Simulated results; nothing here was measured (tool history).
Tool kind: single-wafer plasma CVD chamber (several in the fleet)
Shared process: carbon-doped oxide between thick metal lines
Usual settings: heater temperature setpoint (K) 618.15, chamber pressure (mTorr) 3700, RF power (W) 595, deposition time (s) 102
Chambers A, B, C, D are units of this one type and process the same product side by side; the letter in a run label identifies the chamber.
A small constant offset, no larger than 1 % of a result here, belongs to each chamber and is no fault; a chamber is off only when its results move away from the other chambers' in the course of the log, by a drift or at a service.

run,hour,heater temperature setpoint (K),chamber pressure (mTorr),RF power (W),deposition time (s),hours since the last thermocouple change,hours since the last RF generator calibration,hours since the last manometer calibration,"read-back reference wafer on the same gauge, thickness_nm",mean film thickness on the monitor wafer (nm)
1A,10.5,618.15,3700,595,102,1251.6,257.0,209.6,611.30,554.98
2C,24.1,618.15,3700,595,102,185.5,595.5,928.8,611.27,561.31
3D,36.2,618.15,3700,595,102,1673.6,801.8,1204.5,611.28,555.35
4B,47.5,618.15,3700,595,102,1105.8,1213.5,1282.6,611.25,552.83
5B,57.1,618.15,3700,595,102,1115.4,1223.1,1292.2,611.55,552.55
6D,69.5,618.15,3700,595,102,1706.9,835.1,1237.8,611.40,556.12
7C,79.3,618.15,3700,595,102,240.7,650.7,984.0,611.74,559.49
8A,85.8,618.15,3700,595,102,1326.9,332.3,284.9,611.67,553.46
9A,99.0,618.15,3700,595,102,1340.1,345.5,298.1,611.71,553.57
10C,110.0,618.15,3700,595,102,271.4,681.4,1014.7,611.89,560.72
11B,119.8,618.15,3700,595,102,1178.1,1285.8,1354.9,612.02,552.51
12D,127.7,618.15,3700,595,102,1765.1,893.3,1296.0,612.03,557.42
13A,140.6,618.15,3700,595,87,1381.7,387.1,339.7,612.22,473.83
14C,152.9,618.15,3700,595,87,314.3,724.3,1057.6,611.90,478.94
15D,167.3,618.15,3700,595,87,1804.7,932.9,1335.6,612.37,476.24
16B,175.6,618.15,3700,595,87,1233.9,1341.6,1410.7,612.32,471.64
17B,184.1,618.15,3700,595,102,1242.4,1350.1,1419.2,612.31,552.40
18D,196.8,618.15,4070,595,102,1834.2,962.4,1365.1,612.41,564.70
19C,208.1,618.15,4070,595,102,369.5,779.5,1112.8,612.61,570.02
# hour 212.2: chamber D: thermocouple changed; heater temperature recalibrated
20A,220.0,618.15,4070,595,102,1461.1,466.5,419.1,612.40,562.60
21C,233.9,618.15,4070,595,102,395.3,805.3,1138.6,612.55,568.42
22A,244.6,618.15,3700,595,102,1485.7,491.1,443.7,613.07,555.14
23B,258.7,618.15,3700,595,102,1317.0,1424.7,1493.8,612.90,552.06
24D,271.1,618.15,3700,595,102,58.9,1036.7,1439.4,613.28,557.84
25A,280.3,618.15,3700,595,102,1521.4,526.8,479.4,613.17,555.08
26C,294.1,618.15,3700,595,102,455.5,865.5,1198.8,613.26,563.30
# hour 301.5: chamber D: capacitance manometer re-zeroed and calibrated
27D,308.8,618.15,3700,595,102,96.6,1074.4,7.3,613.47,558.65
28B,321.9,618.15,3700,595,102,1380.2,1487.9,1557.0,613.34,552.74
29B,334.9,618.15,3700,595,102,1393.2,1500.9,1570.0,613.64,553.23
30C,344.7,618.15,3700,595,102,506.1,916.1,1249.4,613.75,561.16
31A,351.8,618.15,3700,595,102,1592.9,598.3,550.9,613.55,556.96
32D,358.9,618.15,3700,595,102,146.7,1124.5,57.4,613.56,558.69
33A,367.1,618.15,3700,595,102,1608.2,613.6,566.2,613.60,556.26
34C,381.4,618.15,3700,595,102,542.8,952.8,1286.1,614.08,562.04
35B,396.0,618.15,3700,595,102,1454.3,1562.0,1631.1,614.11,552.92
36D,407.5,618.15,3700,595,102,195.3,1173.1,106.0,614.04,559.47

Predict what each chamber gives when all 4 of them run the settings below next.
37A,418.1,618.15,3700,595,113,,,,,?
37B,418.1,618.15,3700,595,113,,,,,?
37C,418.1,618.15,3700,595,113,,,,,?
37D,418.1,618.15,3700,595,113,,,,,?

run,mean film thickness on the monitor wafer (nm)
37A,617.36
37B,614.60
37C,623.92
37D,619.63
